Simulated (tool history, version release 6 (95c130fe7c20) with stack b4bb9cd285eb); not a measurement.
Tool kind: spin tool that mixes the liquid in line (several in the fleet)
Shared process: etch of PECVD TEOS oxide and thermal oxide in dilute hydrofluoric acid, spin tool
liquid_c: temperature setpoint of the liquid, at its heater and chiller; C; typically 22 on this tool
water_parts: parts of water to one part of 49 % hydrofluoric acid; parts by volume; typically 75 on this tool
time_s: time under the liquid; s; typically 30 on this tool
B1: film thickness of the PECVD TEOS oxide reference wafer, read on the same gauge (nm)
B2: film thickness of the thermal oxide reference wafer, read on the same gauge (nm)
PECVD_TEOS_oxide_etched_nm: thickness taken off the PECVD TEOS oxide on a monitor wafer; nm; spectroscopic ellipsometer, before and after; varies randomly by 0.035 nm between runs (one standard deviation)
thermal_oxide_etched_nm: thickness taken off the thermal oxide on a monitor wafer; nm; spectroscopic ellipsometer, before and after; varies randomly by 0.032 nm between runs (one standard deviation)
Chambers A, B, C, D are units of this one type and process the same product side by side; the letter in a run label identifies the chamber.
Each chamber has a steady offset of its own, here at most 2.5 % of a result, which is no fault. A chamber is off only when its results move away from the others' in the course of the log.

Run 1B, day 0.142: usual settings; B1 59.985; B2 139.99. Result: PECVD_TEOS_oxide_etched_nm 8.8646 nm, thermal_oxide_etched_nm 1.884 nm.
Run 2A, day 0.346: usual settings; B1 60.002; B2 140. Result: PECVD_TEOS_oxide_etched_nm 8.894 nm, thermal_oxide_etched_nm 1.8094 nm.
Run 3D, day 0.583: usual settings; B1 60.01; B2 140. Result: PECVD_TEOS_oxide_etched_nm 8.947 nm, thermal_oxide_etched_nm 1.9008 nm.
Run 4C, day 0.767: usual settings; B1 60.012; B2 139.98. Result: PECVD_TEOS_oxide_etched_nm 8.7845 nm, thermal_oxide_etched_nm 1.8195 nm.
Run 5B, day 0.929: usual settings; B1 60.006; B2 139.99. Result: PECVD_TEOS_oxide_etched_nm 8.87 nm, thermal_oxide_etched_nm 1.8613 nm.
Run 6A, day 1.167: usual settings; B1 60; B2 140.01. Result: PECVD_TEOS_oxide_etched_nm 8.8959 nm, thermal_oxide_etched_nm 1.8707 nm.
Run 7D, day 1.421: usual settings; B1 59.997; B2 140.02. Result: PECVD_TEOS_oxide_etched_nm 8.9076 nm, thermal_oxide_etched_nm 1.8968 nm.
Run 8C, day 1.642: usual settings; B1 59.989; B2 139.97. Result: PECVD_TEOS_oxide_etched_nm 8.8267 nm, thermal_oxide_etched_nm 1.9005 nm.
Run 9A, day 1.896: usual settings but liquid_c 24 C, time_s 45 s; B1 59.988; B2 140.03. Result: PECVD_TEOS_oxide_etched_nm 14.434 nm, thermal_oxide_etched_nm 3.0279 nm.
Run 10C, day 2.121: usual settings but liquid_c 24 C, time_s 45 s; B1 59.991; B2 140.03. Result: PECVD_TEOS_oxide_etched_nm 14.331 nm, thermal_oxide_etched_nm 3.0821 nm.
Run 11D, day 2.396: usual settings but liquid_c 24 C, time_s 45 s; B1 60.008; B2 140. Result: PECVD_TEOS_oxide_etched_nm 14.497 nm, thermal_oxide_etched_nm 3.009 nm.
Run 12B, day 2.604: usual settings but liquid_c 24 C, time_s 45 s; B1 59.991; B2 140.02. Result: PECVD_TEOS_oxide_etched_nm 14.468 nm, thermal_oxide_etched_nm 3.0754 nm.
Run 13D, day 2.729: usual settings but liquid_c 18 C, time_s 25 s; B1 60.015; B2 140.01. Result: PECVD_TEOS_oxide_etched_nm 6.3615 nm, thermal_oxide_etched_nm 1.2997 nm.
Run 14B, day 2.933: usual settings but liquid_c 18 C, time_s 25 s; B1 59.99; B2 140. Result: PECVD_TEOS_oxide_etched_nm 6.274 nm, thermal_oxide_etched_nm 1.324 nm.
Run 15A, day 3.188: usual settings but liquid_c 18 C, time_s 25 s; B1 60.005; B2 139.99. Result: PECVD_TEOS_oxide_etched_nm 6.2441 nm, thermal_oxide_etched_nm 1.2799 nm.
Run 16C, day 3.312: usual settings but liquid_c 18 C, time_s 25 s; B1 59.991; B2 139.99. Result: PECVD_TEOS_oxide_etched_nm 6.2327 nm, thermal_oxide_etched_nm 1.3277 nm.
Run 17C, day 3.512: usual settings; B1 60.015; B2 139.99. Result: PECVD_TEOS_oxide_etched_nm 8.822 nm, thermal_oxide_etched_nm 1.8664 nm.
Run 18B, day 3.662: usual settings; B1 59.998; B2 140.03. Result: PECVD_TEOS_oxide_etched_nm 8.8327 nm, thermal_oxide_etched_nm 1.8607 nm.
Run 19D, day 3.858: usual settings; B1 60.002; B2 139.96. Result: PECVD_TEOS_oxide_etched_nm 8.9681 nm, thermal_oxide_etched_nm 1.8695 nm.
Run 20A, day 4.142: usual settings but water_parts 100 parts by volume; B1 60.005; B2 140. Result: PECVD_TEOS_oxide_etched_nm 6.4759 nm, thermal_oxide_etched_nm 1.371 nm.
Run 21D, day 4.267: usual settings but water_parts 100 parts by volume; B1 60.011; B2 140. Result: PECVD_TEOS_oxide_etched_nm 6.4674 nm, thermal_oxide_etched_nm 1.3366 nm.
Run 22B, day 4.542: usual settings but water_parts 100 parts by volume; B1 60.014; B2 139.99. Result: PECVD_TEOS_oxide_etched_nm 6.4111 nm, thermal_oxide_etched_nm 1.3405 nm.
Run 23A, day 4.704: usual settings but water_parts 100 parts by volume; B1 59.993; B2 139.98. Result: PECVD_TEOS_oxide_etched_nm 6.5008 nm, thermal_oxide_etched_nm 1.3287 nm.
Run 24C, day 4.867: usual settings; B1 60; B2 140.02. Result: PECVD_TEOS_oxide_etched_nm 8.771 nm, thermal_oxide_etched_nm 1.89 nm.
Run 25B, day 5.017: usual settings; B1 60.005; B2 140.02. Result: PECVD_TEOS_oxide_etched_nm 8.8485 nm, thermal_oxide_etched_nm 1.8143 nm.
Run 26C, day 5.238: usual settings; B1 60.016; B2 139.98. Result: PECVD_TEOS_oxide_etched_nm 8.791 nm, thermal_oxide_etched_nm 1.9085 nm.
Run 27D, day 5.467: usual settings; B1 59.998; B2 140.01. Result: PECVD_TEOS_oxide_etched_nm 8.9793 nm, thermal_oxide_etched_nm 1.845 nm.
Run 28A, day 5.617: usual settings but liquid_c 25 C; B1 59.997; B2 140. Result: PECVD_TEOS_oxide_etched_nm 10 nm, thermal_oxide_etched_nm 2.1209 nm.
Run 29B, day 5.892: usual settings but liquid_c 25 C; B1 60.01; B2 140.01. Result: PECVD_TEOS_oxide_etched_nm 9.9961 nm, thermal_oxide_etched_nm 2.0989 nm.
Run 30A, day 6.125: usual settings but liquid_c 25 C; B1 59.985; B2 140. Result: PECVD_TEOS_oxide_etched_nm 10.062 nm, thermal_oxide_etched_nm 2.0852 nm.

Predict what each chamber gives when all 4 of them run the settings below next.
Run 31A, day 6.329: usual settings but time_s 25 s. Result: PECVD_TEOS_oxide_etched_nm ?, thermal_oxide_etched_nm ?.
Run 31B, day 6.329: usual settings but time_s 25 s. Result: PECVD_TEOS_oxide_etched_nm ?, thermal_oxide_etched_nm ?.
Run 31C, day 6.329: usual settings but time_s 25 s. Result: PECVD_TEOS_oxide_etched_nm ?, thermal_oxide_etched_nm ?.
Run 31D, day 6.329: usual settings but time_s 25 s. Result: PECVD_TEOS_oxide_etched_nm ?, thermal_oxide_etched_nm ?.

run  PECVD_TEOS_oxide_etched_nm  thermal_oxide_etched_nm
31A                        7.45                   1.5112
31B                      7.4316                   1.5154
31C                      7.3547                   1.5794
31D                      7.4102                   1.5455
